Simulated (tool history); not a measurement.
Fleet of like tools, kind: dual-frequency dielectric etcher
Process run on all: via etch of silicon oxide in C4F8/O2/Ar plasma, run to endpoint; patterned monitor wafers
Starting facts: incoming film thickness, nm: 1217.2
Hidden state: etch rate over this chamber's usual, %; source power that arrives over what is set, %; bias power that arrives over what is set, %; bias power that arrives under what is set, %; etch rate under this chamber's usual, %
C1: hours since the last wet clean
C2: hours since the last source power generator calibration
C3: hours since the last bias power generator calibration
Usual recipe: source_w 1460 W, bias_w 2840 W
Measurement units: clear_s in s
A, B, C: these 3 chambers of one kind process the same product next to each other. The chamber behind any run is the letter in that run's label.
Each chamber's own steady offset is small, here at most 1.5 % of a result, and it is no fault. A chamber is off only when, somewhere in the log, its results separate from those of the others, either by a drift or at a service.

Run 1A, hour 3.5: usual settings; C1 335.1; C2 1077.6; C3 1187.5. Result: clear_s 245.39 s.
Run 2B, hour 7.4: usual settings; C1 161.7; C2 557.2; C3 1662.5. Result: clear_s 245.40 s.
Run 3C, hour 10.4: usual settings; C1 262.7; C2 3056.8; C3 543.5. Result: clear_s 249.44 s.
Run 4C, hour 14.2: usual settings; C1 266.5; C2 3060.6; C3 547.3. Result: clear_s 246.30 s.
Run 5A, hour 18.1: usual settings; C1 349.7; C2 1092.2; C3 1202.1. Result: clear_s 244.87 s.
Run 6B, hour 23.4: usual settings but source_w 1130 W, bias_w 3216 W; C1 177.7; C2 573.2; C3 1678.5. Result: clear_s 258.51 s.
Run 7C, hour 28.8: usual settings but source_w 1130 W, bias_w 3216 W; C1 281.1; C2 3075.2; C3 561.9. Result: clear_s 262.49 s.
Run 8B, hour 34.7: usual settings but source_w 1130 W, bias_w 3216 W; C1 189.0; C2 584.5; C3 1689.8. Result: clear_s 259.41 s.
Run 9A, hour 40.0: usual settings but source_w 1340 W, bias_w 3392 W; C1 371.6; C2 1114.1; C3 1224.0. Result: clear_s 240.64 s.
Run 10C, hour 46.4: usual settings but source_w 1340 W, bias_w 3392 W; C1 298.7; C2 3092.8; C3 579.5. Result: clear_s 243.99 s.
Run 11B, hour 52.4: usual settings but source_w 1340 W, bias_w 3392 W; C1 206.7; C2 602.2; C3 1707.5. Result: clear_s 238.96 s.
Run 12A, hour 59.2: usual settings; C1 390.8; C2 1133.3; C3 1243.2. Result: clear_s 246.12 s.
Run 13A, hour 63.4: usual settings; C1 395.0; C2 1137.5; C3 1247.4. Result: clear_s 243.78 s.
Run 14C, hour 69.6: usual settings; C1 321.9; C2 3116.0; C3 602.7. Result: clear_s 249.63 s.
Run 15B, hour 73.1: usual settings; C1 227.4; C2 622.9; C3 1728.2. Result: clear_s 243.94 s.
Run 16B, hour 78.5: usual settings; C1 232.8; C2 628.3; C3 1733.6. Result: clear_s 242.68 s.
Run 17A, hour 82.4: usual settings but source_w 1210 W, bias_w 2440 W; C1 414.0; C2 1156.5; C3 1266.4. Result: clear_s 276.60 s.
Run 18C, hour 88.2: usual settings but source_w 1210 W, bias_w 2440 W; C1 340.5; C2 3134.6; C3 621.3. Result: clear_s 278.78 s.
Run 19C, hour 93.5: usual settings but source_w 1210 W, bias_w 2440 W; C1 345.8; C2 3139.9; C3 626.6. Result: clear_s 282.18 s.
At hour 95.5: chamber C: wet clean of the chamber.
Run 20B, hour 96.8: usual settings; C1 251.1; C2 646.6; C3 1751.9. Result: clear_s 240.94 s.
Run 21A, hour 103.0: usual settings; C1 434.6; C2 1177.1; C3 1287.0. Result: clear_s 245.44 s.
Run 22C, hour 109.5: usual settings; C1 14.1; C2 3155.9; C3 642.6. Result: clear_s 249.05 s.
Run 23B, hour 116.2: usual settings; C1 270.5; C2 666.0; C3 1771.3. Result: clear_s 238.54 s.
Run 24A, hour 120.4: usual settings; C1 452.0; C2 1194.5; C3 1304.4. Result: clear_s 245.84 s.
Run 25C, hour 125.7: usual settings; C1 30.3; C2 3172.1; C3 658.8. Result: clear_s 248.56 s.
Run 26A, hour 132.3: usual settings; C1 463.9; C2 1206.4; C3 1316.3. Result: clear_s 246.65 s.
Run 27B, hour 139.0: usual settings; C1 293.3; C2 688.8; C3 1794.1. Result: clear_s 237.90 s.
Run 28B, hour 145.0: usual settings; C1 299.3; C2 694.8; C3 1800.1. Result: clear_s 238.66 s.
Run 29A, hour 150.1: usual settings; C1 481.7; C2 1224.2; C3 1334.1. Result: clear_s 245.61 s.
Run 30C, hour 153.3: usual settings; C1 57.9; C2 3199.7; C3 686.4. Result: clear_s 248.74 s.
Run 31C, hour 156.7: usual settings; C1 61.3; C2 3203.1; C3 689.8. Result: clear_s 248.78 s.
Run 32A, hour 162.3: usual settings; C1 493.9; C2 1236.4; C3 1346.3. Result: clear_s 244.12 s.
Run 33B, hour 167.3: usual settings; C1 321.6; C2 717.1; C3 1822.4. Result: clear_s 234.97 s.
Run 34C, hour 170.4: usual settings; C1 75.0; C2 3216.8; C3 703.5. Result: clear_s 247.15 s.
Run 35A, hour 174.4: usual settings; C1 506.0; C2 1248.5; C3 1358.4. Result: clear_s 245.09 s.
Run 36B, hour 178.9: usual settings; C1 333.2; C2 728.7; C3 1834.0. Result: clear_s 234.90 s.
Run 37A, hour 182.5: usual settings; C1 514.1; C2 1256.6; C3 1366.5. Result: clear_s 246.84 s.
Run 38C, hour 186.2: usual settings but source_w 1770 W, bias_w 2495 W; C1 90.8; C2 3232.6; C3 719.3. Result: clear_s 239.68 s.
Run 39B, hour 190.6: usual settings but source_w 1770 W, bias_w 2495 W; C1 344.9; C2 740.4; C3 1845.7. Result: clear_s 225.92 s.

All 3 chambers run these settings next. Forecast each chamber's results:
Run 40A, hour 195.5: usual settings. Result: clear_s ?.
Run 40B, hour 195.5: usual settings. Result: clear_s ?.
Run 40C, hour 195.5: usual settings. Result: clear_s ?.

run  clear_s
40A   247.20
40B   232.31
40C   248.86
